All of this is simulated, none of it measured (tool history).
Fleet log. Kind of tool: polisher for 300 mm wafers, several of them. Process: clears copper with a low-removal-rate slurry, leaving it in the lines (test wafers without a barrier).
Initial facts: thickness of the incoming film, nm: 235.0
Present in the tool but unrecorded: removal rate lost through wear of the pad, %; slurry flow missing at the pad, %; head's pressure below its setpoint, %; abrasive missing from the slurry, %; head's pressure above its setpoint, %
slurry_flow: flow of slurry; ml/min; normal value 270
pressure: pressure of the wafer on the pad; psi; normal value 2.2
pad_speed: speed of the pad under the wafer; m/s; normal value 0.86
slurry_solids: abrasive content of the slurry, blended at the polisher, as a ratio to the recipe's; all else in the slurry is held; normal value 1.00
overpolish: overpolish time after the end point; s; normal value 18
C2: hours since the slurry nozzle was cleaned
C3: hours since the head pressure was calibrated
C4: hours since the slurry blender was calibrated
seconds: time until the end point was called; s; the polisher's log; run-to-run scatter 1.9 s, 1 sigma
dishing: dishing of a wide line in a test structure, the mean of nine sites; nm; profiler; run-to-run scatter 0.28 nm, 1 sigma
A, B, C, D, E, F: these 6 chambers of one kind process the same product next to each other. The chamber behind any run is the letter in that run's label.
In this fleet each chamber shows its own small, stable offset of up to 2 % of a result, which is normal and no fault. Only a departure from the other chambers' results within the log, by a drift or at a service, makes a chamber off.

run 1C hour=5.3 | slurry_flow=270 pressure=2.2 pad_speed=0.86 slurry_solids=1.00 overpolish=18 | wafers_polished_on_this_pad=263 C2=56.1 C3=1074.4 C4=43.9 | seconds=128.510 dishing=22.215
run 2A hour=10.3 | slurry_flow=270 pressure=2.2 pad_speed=0.86 slurry_solids=1.00 overpolish=18 | wafers_polished_on_this_pad=789 C2=295.4 C3=274.9 C4=178.0 | seconds=127.790 dishing=22.061
run 3B hour=13.3 | slurry_flow=270 pressure=2.2 pad_speed=0.86 slurry_solids=1.00 overpolish=18 | wafers_polished_on_this_pad=700 C2=148.0 C3=1306.3 C4=469.4 | seconds=125.740 dishing=22.260
-- hour=15.5 chamber A: slurry blender recalibrated
run 4D hour=17.5 | slurry_flow=270 pressure=2.2 pad_speed=0.86 slurry_solids=1.00 overpolish=18 | wafers_polished_on_this_pad=611 C2=606.0 C3=513.3 C4=74.5 | seconds=125.740 dishing=22.138
run 5F hour=23.6 | slurry_flow=270 pressure=2.2 pad_speed=0.86 slurry_solids=1.00 overpolish=27 | wafers_polished_on_this_pad=259 C2=582.9 C3=464.3 C4=86.2 | seconds=127.250 dishing=31.041
-- hour=28.3 chamber B: slurry blender recalibrated
run 6E hour=29.6 | slurry_flow=270 pressure=2.2 pad_speed=0.86 slurry_solids=1.00 overpolish=27 | wafers_polished_on_this_pad=867 C2=186.1 C3=67.2 C4=36.6 | seconds=120.740 dishing=29.655
run 7B hour=33.6 | slurry_flow=270 pressure=2.2 pad_speed=0.86 slurry_solids=1.00 overpolish=27 | wafers_polished_on_this_pad=819 C2=168.3 C3=1326.6 C4=5.4 | seconds=125.010 dishing=29.841
run 8E hour=39.1 | slurry_flow=270 pressure=2.2 pad_speed=0.86 slurry_solids=1.00 overpolish=27 | wafers_polished_on_this_pad=922 C2=195.6 C3=76.7 C4=46.1 | seconds=124.590 dishing=29.034
-- hour=40.7 chamber B: worn pad replaced by a new one
run 9A hour=44.5 | slurry_flow=270 pressure=2.2 pad_speed=0.86 slurry_solids=1.00 overpolish=27 | wafers_polished_on_this_pad=990 C2=329.6 C3=309.1 C4=29.0 | seconds=127.190 dishing=30.749
run 10F hour=48.4 | slurry_flow=270 pressure=2.2 pad_speed=0.86 slurry_solids=1.00 overpolish=27 | wafers_polished_on_this_pad=404 C2=607.7 C3=489.1 C4=111.0 | seconds=126.020 dishing=29.751
-- hour=53.3 chamber C: worn pad replaced by a new one
run 11C hour=54.2 | slurry_flow=270 pressure=2.2 pad_speed=0.86 slurry_solids=1.00 overpolish=18 | wafers_polished_on_this_pad=5 C2=105.0 C3=1123.3 C4=92.8 | seconds=131.980 dishing=22.082
run 12D hour=60.1 | slurry_flow=270 pressure=2.2 pad_speed=0.86 slurry_solids=1.15 overpolish=18 | wafers_polished_on_this_pad=861 C2=648.6 C3=555.9 C4=117.1 | seconds=120.970 dishing=22.561
run 13C hour=65.0 | slurry_flow=270 pressure=2.2 pad_speed=0.86 slurry_solids=1.15 overpolish=18 | wafers_polished_on_this_pad=69 C2=115.8 C3=1134.1 C4=103.6 | seconds=121.760 dishing=23.023
run 14A hour=69.4 | slurry_flow=270 pressure=2.2 pad_speed=0.86 slurry_solids=1.15 overpolish=18 | wafers_polished_on_this_pad=1136 C2=354.5 C3=334.0 C4=53.9 | seconds=123.030 dishing=22.642
-- hour=70.4 chamber D: slurry nozzle cleaned
run 15F hour=73.9 | slurry_flow=270 pressure=2.2 pad_speed=0.86 slurry_solids=1.15 overpolish=18 | wafers_polished_on_this_pad=554 C2=633.2 C3=514.6 C4=136.5 | seconds=124.680 dishing=22.287
run 16E hour=77.3 | slurry_flow=270 pressure=2.2 pad_speed=0.86 slurry_solids=1.15 overpolish=18 | wafers_polished_on_this_pad=1147 C2=233.8 C3=114.9 C4=84.3 | seconds=124.160 dishing=22.453
run 17D hour=81.0 | slurry_flow=270 pressure=2.2 pad_speed=0.86 slurry_solids=1.15 overpolish=18 | wafers_polished_on_this_pad=984 C2=10.7 C3=576.8 C4=138.0 | seconds=118.910 dishing=22.636
-- hour=83.3 chamber E: worn pad replaced by a new one
run 18B hour=86.8 | slurry_flow=270 pressure=2.2 pad_speed=0.86 slurry_solids=1.00 overpolish=18 | wafers_polished_on_this_pad=270 C2=221.5 C3=1379.8 C4=58.6 | seconds=125.460 dishing=22.308
-- hour=87.0 chamber A: worn pad replaced by a new one
run 19E hour=91.7 | slurry_flow=270 pressure=2.2 pad_speed=0.86 slurry_solids=1.00 overpolish=18 | wafers_polished_on_this_pad=49 C2=248.2 C3=129.3 C4=98.7 | seconds=123.970 dishing=21.385
run 20D hour=95.5 | slurry_flow=270 pressure=2.2 pad_speed=1.12 slurry_solids=1.00 overpolish=18 | wafers_polished_on_this_pad=1069 C2=25.2 C3=591.3 C4=152.5 | seconds=95.351 dishing=27.638
run 21C hour=99.7 | slurry_flow=270 pressure=2.2 pad_speed=1.12 slurry_solids=1.00 overpolish=18 | wafers_polished_on_this_pad=272 C2=150.5 C3=1168.8 C4=138.3 | seconds=98.033 dishing=27.361
run 22A hour=102.7 | slurry_flow=270 pressure=2.2 pad_speed=1.12 slurry_solids=1.00 overpolish=18 | wafers_polished_on_this_pad=92 C2=387.8 C3=367.3 C4=87.2 | seconds=97.785 dishing=26.901
-- hour=105.7 chamber D: slurry blender recalibrated
run 23B hour=108.0 | slurry_flow=270 pressure=2.2 pad_speed=1.12 slurry_solids=1.00 overpolish=18 | wafers_polished_on_this_pad=395 C2=242.7 C3=1401.0 C4=79.8 | seconds=95.063 dishing=27.746
run 24F hour=113.5 | slurry_flow=270 pressure=2.2 pad_speed=1.12 slurry_solids=1.00 overpolish=18 | wafers_polished_on_this_pad=786 C2=672.8 C3=554.2 C4=176.1 | seconds=98.153 dishing=26.863
run 25F hour=118.1 | slurry_flow=270 pressure=2.2 pad_speed=1.12 slurry_solids=1.00 overpolish=18 | wafers_polished_on_this_pad=813 C2=677.4 C3=558.8 C4=180.7 | seconds=98.518 dishing=27.187
run 26C hour=121.1 | slurry_flow=345 pressure=2.2 pad_speed=0.86 slurry_solids=1.00 overpolish=18 | wafers_polished_on_this_pad=398 C2=171.9 C3=1190.2 C4=159.7 | seconds=127.990 dishing=22.255
-- hour=125.8 chamber C: head pressure recalibrated
run 27E hour=127.0 | slurry_flow=345 pressure=2.2 pad_speed=0.86 slurry_solids=1.00 overpolish=18 | wafers_polished_on_this_pad=256 C2=283.5 C3=164.6 C4=134.0 | seconds=122.270 dishing=22.215
-- hour=128.9 chamber B: slurry nozzle cleaned
run 28B hour=132.4 | slurry_flow=345 pressure=2.2 pad_speed=0.86 slurry_solids=1.00 overpolish=18 | wafers_polished_on_this_pad=538 C2=3.6 C3=1425.4 C4=104.2 | seconds=120.700 dishing=22.568
run 29D hour=138.1 | slurry_flow=345 pressure=2.2 pad_speed=0.86 slurry_solids=1.00 overpolish=18 | wafers_polished_on_this_pad=1319 C2=67.8 C3=633.9 C4=32.5 | seconds=122.740 dishing=22.713
run 30A hour=143.2 | slurry_flow=345 pressure=2.2 pad_speed=0.86 slurry_solids=1.00 overpolish=18 | wafers_polished_on_this_pad=329 C2=428.3 C3=407.8 C4=127.7 | seconds=125.190 dishing=22.746
-- hour=148.1 chamber C: worn pad replaced by a new one
run 31B hour=149.0 | slurry_flow=345 pressure=2.2 pad_speed=0.86 slurry_solids=1.00 overpolish=18 | wafers_polished_on_this_pad=635 C2=20.2 C3=1442.0 C4=120.8 | seconds=119.550 dishing=22.787
-- hour=153.7 chamber E: slurry blender recalibrated
run 32C hour=154.1 | slurry_flow=345 pressure=1.7 pad_speed=0.86 slurry_solids=1.00 overpolish=18 | wafers_polished_on_this_pad=35 C2=204.9 C3=28.3 C4=192.7 | seconds=163.390 dishing=17.623
run 33A hour=157.7 | slurry_flow=345 pressure=1.7 pad_speed=0.86 slurry_solids=1.00 overpolish=18 | wafers_polished_on_this_pad=414 C2=442.8 C3=422.3 C4=142.2 | seconds=162.090 dishing=18.095
run 34F hour=161.6 | slurry_flow=345 pressure=1.7 pad_speed=0.86 slurry_solids=1.00 overpolish=18 | wafers_polished_on_this_pad=1069 C2=720.9 C3=602.3 C4=224.2 | seconds=159.480 dishing=17.560
run 35D hour=164.9 | slurry_flow=345 pressure=1.7 pad_speed=0.86 slurry_solids=1.00 overpolish=18 | wafers_polished_on_this_pad=1476 C2=94.6 C3=660.7 C4=59.3 | seconds=160.350 dishing=17.941
run 36E hour=170.8 | slurry_flow=345 pressure=1.7 pad_speed=0.86 slurry_solids=1.00 overpolish=18 | wafers_polished_on_this_pad=513 C2=327.3 C3=208.4 C4=17.1 | seconds=157.290 dishing=17.837
run 37A hour=177.4 | slurry_flow=345 pressure=1.7 pad_speed=0.86 slurry_solids=1.00 overpolish=18 | wafers_polished_on_this_pad=530 C2=462.5 C3=442.0 C4=161.9 | seconds=161.730 dishing=18.149
-- hour=178.7 chamber B: worn pad replaced by a new one
-- hour=181.7 chamber D: worn pad replaced by a new one
run 38C hour=183.8 | slurry_flow=270 pressure=2.2 pad_speed=0.86 slurry_solids=1.00 overpolish=18 | wafers_polished_on_this_pad=209 C2=234.6 C3=58.0 C4=222.4 | seconds=129.450 dishing=21.767
run 39D hour=189.9 | slurry_flow=270 pressure=2.2 pad_speed=0.86 slurry_solids=1.00 overpolish=18 | wafers_polished_on_this_pad=48 C2=119.6 C3=685.7 C4=84.3 | seconds=123.630 dishing=22.444
run 40F hour=194.8 | slurry_flow=270 pressure=2.2 pad_speed=0.86 slurry_solids=1.00 overpolish=18 | wafers_polished_on_this_pad=1263 C2=754.1 C3=635.5 C4=257.4 | seconds=128.290 dishing=21.586
run 41E hour=199.1 | slurry_flow=270 pressure=2.2 pad_speed=0.86 slurry_solids=1.00 overpolish=18 | wafers_polished_on_this_pad=679 C2=355.6 C3=236.7 C4=45.4 | seconds=122.840 dishing=21.578
run 42B hour=202.2 | slurry_flow=270 pressure=2.2 pad_speed=0.86 slurry_solids=1.00 overpolish=18 | wafers_polished_on_this_pad=138 C2=73.4 C3=1495.2 C4=174.0 | seconds=123.270 dishing=21.944
run 43A hour=206.2 | slurry_flow=270 pressure=2.2 pad_speed=0.86 slurry_solids=1.00 overpolish=18 | wafers_polished_on_this_pad=699 C2=491.3 C3=470.8 C4=190.7 | seconds=126.900 dishing=22.173

All 6 chambers run these settings next. Forecast each chamber's results:
run 44A hour=210.9 | slurry_flow=270 pressure=2.2 pad_speed=0.86 slurry_solids=1.00 overpolish=27 | seconds=? dishing=?
run 44B hour=210.9 | slurry_flow=270 pressure=2.2 pad_speed=0.86 slurry_solids=1.00 overpolish=27 | seconds=? dishing=?
run 44C hour=210.9 | slurry_flow=270 pressure=2.2 pad_speed=0.86 slurry_solids=1.00 overpolish=27 | seconds=? dishing=?
run 44D hour=210.9 | slurry_flow=270 pressure=2.2 pad_speed=0.86 slurry_solids=1.00 overpolish=27 | seconds=? dishing=?
run 44E hour=210.9 | slurry_flow=270 pressure=2.2 pad_speed=0.86 slurry_solids=1.00 overpolish=27 | seconds=? dishing=?
run 44F hour=210.9 | slurry_flow=270 pressure=2.2 pad_speed=0.86 slurry_solids=1.00 overpolish=27 | seconds=? dishing=?

run=44A seconds=129.170 dishing=30.630
run=44B seconds=126.340 dishing=29.993
run=44C seconds=129.130 dishing=30.136
run=44D seconds=128.470 dishing=30.115
run=44E seconds=125.720 dishing=29.340
run=44F seconds=131.300 dishing=30.540
